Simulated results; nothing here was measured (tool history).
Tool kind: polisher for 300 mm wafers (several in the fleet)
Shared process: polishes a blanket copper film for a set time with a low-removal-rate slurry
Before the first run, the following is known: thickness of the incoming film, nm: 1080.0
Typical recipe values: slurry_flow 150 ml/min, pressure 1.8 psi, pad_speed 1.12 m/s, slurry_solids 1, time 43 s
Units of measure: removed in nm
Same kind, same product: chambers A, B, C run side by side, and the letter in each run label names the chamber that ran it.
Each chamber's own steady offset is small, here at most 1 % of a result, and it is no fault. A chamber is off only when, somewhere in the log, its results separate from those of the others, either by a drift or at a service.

run,day,slurry_flow,pressure,pad_speed,slurry_solids,time,removed
# day 0.3: chamber B: head pressure recalibrated
1B,0.312,150,1.8,1.12,1,43,106.03
2C,0.662,150,1.8,1.12,1,43,105.08
# day 0.704: chamber A: worn pad replaced by a new one
# day 1.012: chamber A: slurry blender recalibrated
3A,1.038,150,1.8,1.12,1,43,103.59
4C,1.329,150,1.8,1.12,1,43,104.32
5A,1.633,150,1.8,1.12,1,43,104.64
# day 1.804: chamber C: slurry blender recalibrated
6B,1.867,150,1.8,1.12,1.15,43,108.46
# day 1.946: chamber C: worn pad replaced by a new one
# day 2.167: chamber B: worn pad replaced by a new one
7A,2.221,150,1.8,1.12,1.15,43,108.02
8B,2.433,150,1.8,1.12,1.15,43,106.52
9C,2.696,150,1.8,1.12,1,43,104.04
10A,3.15,150,1.8,1.12,1,43,104.35
# day 3.296: chamber A: slurry nozzle cleaned
11C,3.583,150,1.8,1.12,1,43,102.86
# day 3.6: chamber A: worn pad replaced by a new one
12B,3.862,150,1.8,1.12,1,43,102.86
13C,4.333,150,1.8,1.12,1,43,100.74
# day 4.583: chamber C: worn pad replaced by a new one
# day 4.671: chamber B: worn pad replaced by a new one
14A,4.733,150,1.8,1.12,1,43,104.11
15B,5.179,190,1.4,1.12,1,43,83.761
16A,5.538,190,1.4,1.12,1,43,82.308
17B,6.025,190,1.4,1.12,1,43,83.595
18C,6.512,150,1.8,1.12,1,43,99.088
# day 6.621: chamber C: worn pad replaced by a new one
# day 6.658: chamber A: worn pad replaced by a new one
19A,6.771,150,1.8,1.12,1,43,104.5
20C,6.983,150,1.8,1.12,1,43,101.01
# day 7.092: chamber B: worn pad replaced by a new one
21B,7.338,150,1.8,1.12,1,43,103.16
22B,7.708,150,1.8,1.12,0.8,43,99.323
# day 7.746: chamber A: slurry blender recalibrated
23A,8.062,150,1.8,1.12,0.8,43,98.891
24C,8.538,150,1.8,1.12,0.8,43,96.127
25B,8.9,150,1.8,1.12,1,43,103.74
# day 9.146: chamber C: worn pad replaced by a new one
26C,9.271,195,1.8,1.12,0.9,43,102.61

Read the log: is a single chamber off, either drifting away or since a service, is the gauge that measures every chamber drifting, or is nothing wrong beyond small per-chamber offsets? Name any odd chamber and what most likely caused it.

Chamber C drifts away from the others.
Cause: slurry flow missing at the pad, % = 29.4.
From this log alone, it may not be told apart from: head's pressure below its setpoint, %.

Here are 4 candidates for chamber C's next run, each the usual settings with a change, their results left as question marks. Which one brings its results back in line with what the others give on the usual settings?
In line here means within this much of the mean the other chambers give on the usual settings: removed 3.5 nm
27C-1,9.625,150,1.8,1.16,1,44,?
27C-2,9.625,150,1.8,1.12,1,48,?
27C-3,9.625,150,1.8,1.06,1,40,?
27C-4,9.625,150,1.8,1.12,1,40,?

Usual-settings mean across the other chambers: removed 103.33 nm
run,removed
27C-1,103.18
27C-2,108.62
27C-3,85.596
27C-4,90.518
27C-1 is the one that brings the chamber's results back in line with the other chambers.
